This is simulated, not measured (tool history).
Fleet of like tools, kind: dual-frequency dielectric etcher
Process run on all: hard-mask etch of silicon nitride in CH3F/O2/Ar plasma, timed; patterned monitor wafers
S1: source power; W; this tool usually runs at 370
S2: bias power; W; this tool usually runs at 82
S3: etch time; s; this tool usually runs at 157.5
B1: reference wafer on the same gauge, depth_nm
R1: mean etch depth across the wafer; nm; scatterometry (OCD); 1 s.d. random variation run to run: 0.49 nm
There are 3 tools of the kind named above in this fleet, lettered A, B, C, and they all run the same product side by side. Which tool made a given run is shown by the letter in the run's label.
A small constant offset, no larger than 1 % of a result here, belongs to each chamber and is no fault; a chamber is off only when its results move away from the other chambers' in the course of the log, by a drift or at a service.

run	hour	S1	S2	S3	B1	R1
1B	3.8	370	82	157.5	121.04	112.330
2A	9.2	370	82	157.5	120.97	111.900
3C	16.0	370	82	157.5	120.84	111.090
4B	21.9	370	82	157.5	121.16	111.180
5C	28.3	370	82	157.5	121.04	111.140
6A	35.2	370	82	157.5	120.94	110.760
7C	40.0	370	82	157.5	120.94	111.240
8B	45.7	440	93	157.5	120.88	123.030
9A	51.2	440	93	157.5	120.79	124.690
10C	57.0	440	93	157.5	120.92	124.330
# hour 60.7: chamber C: wet clean of the chamber
11A	61.6	370	82	157.5	120.96	112.620
12B	67.7	370	82	157.5	120.86	110.140
13A	71.1	370	82	157.5	121.04	112.500
14B	76.5	370	82	157.5	120.93	109.060
15C	80.8	370	95	124.0	121.03	92.789
16A	85.1	370	95	124.0	120.95	92.314
17C	91.5	370	95	124.0	121.05	91.960
18B	94.6	370	82	157.5	120.86	108.550
19A	98.4	370	82	157.5	121.00	112.120
20B	102.6	370	82	157.5	121.11	107.390
21C	106.4	370	82	157.5	120.84	111.170
22B	112.1	370	82	157.5	120.95	107.420
23C	115.6	370	82	157.5	120.94	111.600

Each of the 3 chambers runs these same settings next. Fill in every chamber's results:
24A	120.6	370	82	157.5		?
24B	120.6	370	82	157.5		?
24C	120.6	370	82	157.5		?

run	R1
24A	112.360
24B	106.660
24C	110.680

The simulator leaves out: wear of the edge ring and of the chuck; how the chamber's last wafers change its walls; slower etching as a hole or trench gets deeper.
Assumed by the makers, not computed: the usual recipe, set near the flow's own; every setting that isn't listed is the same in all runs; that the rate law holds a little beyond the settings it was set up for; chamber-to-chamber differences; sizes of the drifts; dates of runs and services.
